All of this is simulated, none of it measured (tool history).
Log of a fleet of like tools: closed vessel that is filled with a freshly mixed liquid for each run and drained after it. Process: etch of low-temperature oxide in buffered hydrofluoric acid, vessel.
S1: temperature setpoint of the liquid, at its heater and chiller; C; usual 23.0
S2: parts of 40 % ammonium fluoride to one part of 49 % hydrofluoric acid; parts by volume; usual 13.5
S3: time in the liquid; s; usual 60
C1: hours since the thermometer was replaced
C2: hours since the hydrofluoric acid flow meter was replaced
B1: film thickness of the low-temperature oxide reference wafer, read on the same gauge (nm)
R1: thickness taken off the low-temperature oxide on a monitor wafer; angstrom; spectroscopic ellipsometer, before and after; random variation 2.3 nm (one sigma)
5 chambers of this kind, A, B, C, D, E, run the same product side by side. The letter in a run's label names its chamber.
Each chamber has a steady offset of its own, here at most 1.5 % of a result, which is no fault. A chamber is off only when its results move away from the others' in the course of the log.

run 1C hour=8.1 | S1=23.0 S2=13.5 S3=60 | C1=208.0 C2=1248.7 | B1=110.00 | R1=2784.5
run 2D hour=14.1 | S1=23.0 S2=13.5 S3=60 | C1=39.4 C2=1307.8 | B1=110.00 | R1=2728.6
run 3E hour=21.3 | S1=23.0 S2=13.5 S3=60 | C1=876.5 C2=602.3 | B1=109.98 | R1=2758.8
run 4B hour=25.6 | S1=23.0 S2=13.5 S3=60 | C1=103.1 C2=1466.4 | B1=109.96 | R1=2756.7
run 5A hour=32.5 | S1=24.5 S2=13.5 S3=60 | C1=1931.5 C2=227.3 | B1=110.01 | R1=2954.9
run 6B hour=38.4 | S1=24.5 S2=13.5 S3=60 | C1=115.9 C2=1479.2 | B1=110.01 | R1=3059.2
run 7D hour=46.1 | S1=24.5 S2=13.5 S3=60 | C1=71.4 C2=1339.8 | B1=109.94 | R1=2983.3
run 8E hour=53.5 | S1=24.5 S2=13.5 S3=60 | C1=908.7 C2=634.5 | B1=110.04 | R1=3004.4
run 9C hour=60.4 | S1=24.5 S2=13.5 S3=60 | C1=260.3 C2=1301.0 | B1=109.98 | R1=3008.8
run 10A hour=68.1 | S1=26.5 S2=13.5 S3=75 | C1=1967.1 C2=262.9 | B1=109.97 | R1=4125.1
run 11C hour=75.5 | S1=26.5 S2=13.5 S3=75 | C1=275.4 C2=1316.1 | B1=109.98 | R1=4227.2
run 12A hour=80.1 | S1=26.5 S2=13.5 S3=75 | C1=1979.1 C2=274.9 | B1=109.97 | R1=4063.1
run 13D hour=84.4 | S1=26.5 S2=13.5 S3=75 | C1=109.7 C2=1378.1 | B1=109.98 | R1=4150.8
run 14B hour=89.4 | S1=26.5 S2=13.5 S3=75 | C1=166.9 C2=1530.2 | B1=109.98 | R1=4199.5
run 15E hour=95.8 | S1=20.0 S2=10.5 S3=60 | C1=951.0 C2=676.8 | B1=110.01 | R1=3032.0
run 16A hour=102.1 | S1=20.0 S2=10.5 S3=60 | C1=2001.1 C2=296.9 | B1=110.02 | R1=2956.1
run 17E hour=110.1 | S1=20.0 S2=10.5 S3=60 | C1=965.3 C2=691.1 | B1=109.99 | R1=3007.1
run 18B hour=115.7 | S1=20.0 S2=10.5 S3=60 | C1=193.2 C2=1556.5 | B1=109.98 | R1=3014.5
run 19C hour=121.8 | S1=20.0 S2=10.5 S3=60 | C1=321.7 C2=1362.4 | B1=110.03 | R1=2992.1
run 20D hour=128.9 | S1=23.0 S2=13.5 S3=60 | C1=154.2 C2=1422.6 | B1=110.02 | R1=2769.6
run 21C hour=136.4 | S1=23.0 S2=13.5 S3=60 | C1=336.3 C2=1377.0 | B1=110.01 | R1=2799.5
run 22E hour=140.8 | S1=23.0 S2=13.5 S3=60 | C1=996.0 C2=721.8 | B1=110.01 | R1=2758.0
run 23D hour=146.2 | S1=23.0 S2=13.5 S3=60 | C1=171.5 C2=1439.9 | B1=109.99 | R1=2720.2
run 24B hour=149.9 | S1=23.0 S2=13.5 S3=60 | C1=227.4 C2=1590.7 | B1=110.03 | R1=2779.1
run 25A hour=153.9 | S1=23.0 S2=13.5 S3=60 | C1=2052.9 C2=348.7 | B1=109.96 | R1=2674.5
-- hour=155.3 chamber E: thermometer replaced
run 26E hour=161.9 | S1=23.0 S2=13.5 S3=60 | C1=6.7 C2=742.9 | B1=110.01 | R1=2750.3
run 27B hour=168.8 | S1=21.5 S2=13.5 S3=90 | C1=246.3 C2=1609.6 | B1=110.00 | R1=3858.5
run 28A hour=175.7 | S1=21.5 S2=13.5 S3=90 | C1=2074.7 C2=370.5 | B1=110.01 | R1=3682.7
run 29D hour=181.8 | S1=21.5 S2=13.5 S3=90 | C1=207.1 C2=1475.5 | B1=109.99 | R1=3771.0
run 30C hour=185.8 | S1=21.5 S2=13.5 S3=90 | C1=385.7 C2=1426.4 | B1=109.96 | R1=3799.7
run 31B hour=189.9 | S1=21.5 S2=13.5 S3=90 | C1=267.4 C2=1630.7 | B1=110.02 | R1=3819.1
run 32A hour=197.3 | S1=23.0 S2=13.5 S3=60 | C1=2096.3 C2=392.1 | B1=109.98 | R1=2670.9
run 33D hour=203.4 | S1=23.0 S2=13.5 S3=60 | C1=228.7 C2=1497.1 | B1=110.04 | R1=2731.7
run 34C hour=207.3 | S1=23.0 S2=13.5 S3=60 | C1=407.2 C2=1447.9 | B1=110.00 | R1=2773.5
run 35E hour=213.1 | S1=23.0 S2=13.5 S3=60 | C1=57.9 C2=794.1 | B1=110.04 | R1=2747.6
run 36A hour=217.6 | S1=23.0 S2=13.5 S3=60 | C1=2116.6 C2=412.4 | B1=110.00 | R1=2617.6
run 37B hour=225.1 | S1=23.0 S2=13.5 S3=60 | C1=302.6 C2=1665.9 | B1=110.01 | R1=2764.6
run 38C hour=230.5 | S1=23.0 S2=13.5 S3=60 | C1=430.4 C2=1471.1 | B1=109.97 | R1=2779.9

Next, every chamber runs the same settings. What will each give?
run 39A hour=236.3 | S1=23.0 S2=13.5 S3=60 | R1=?
run 39B hour=236.3 | S1=23.0 S2=13.5 S3=60 | R1=?
run 39C hour=236.3 | S1=23.0 S2=13.5 S3=60 | R1=?
run 39D hour=236.3 | S1=23.0 S2=13.5 S3=60 | R1=?
run 39E hour=236.3 | S1=23.0 S2=13.5 S3=60 | R1=?

run=39A R1=2621.8
run=39B R1=2808.4
run=39C R1=2778.3
run=39D R1=2773.2
run=39E R1=2763.7

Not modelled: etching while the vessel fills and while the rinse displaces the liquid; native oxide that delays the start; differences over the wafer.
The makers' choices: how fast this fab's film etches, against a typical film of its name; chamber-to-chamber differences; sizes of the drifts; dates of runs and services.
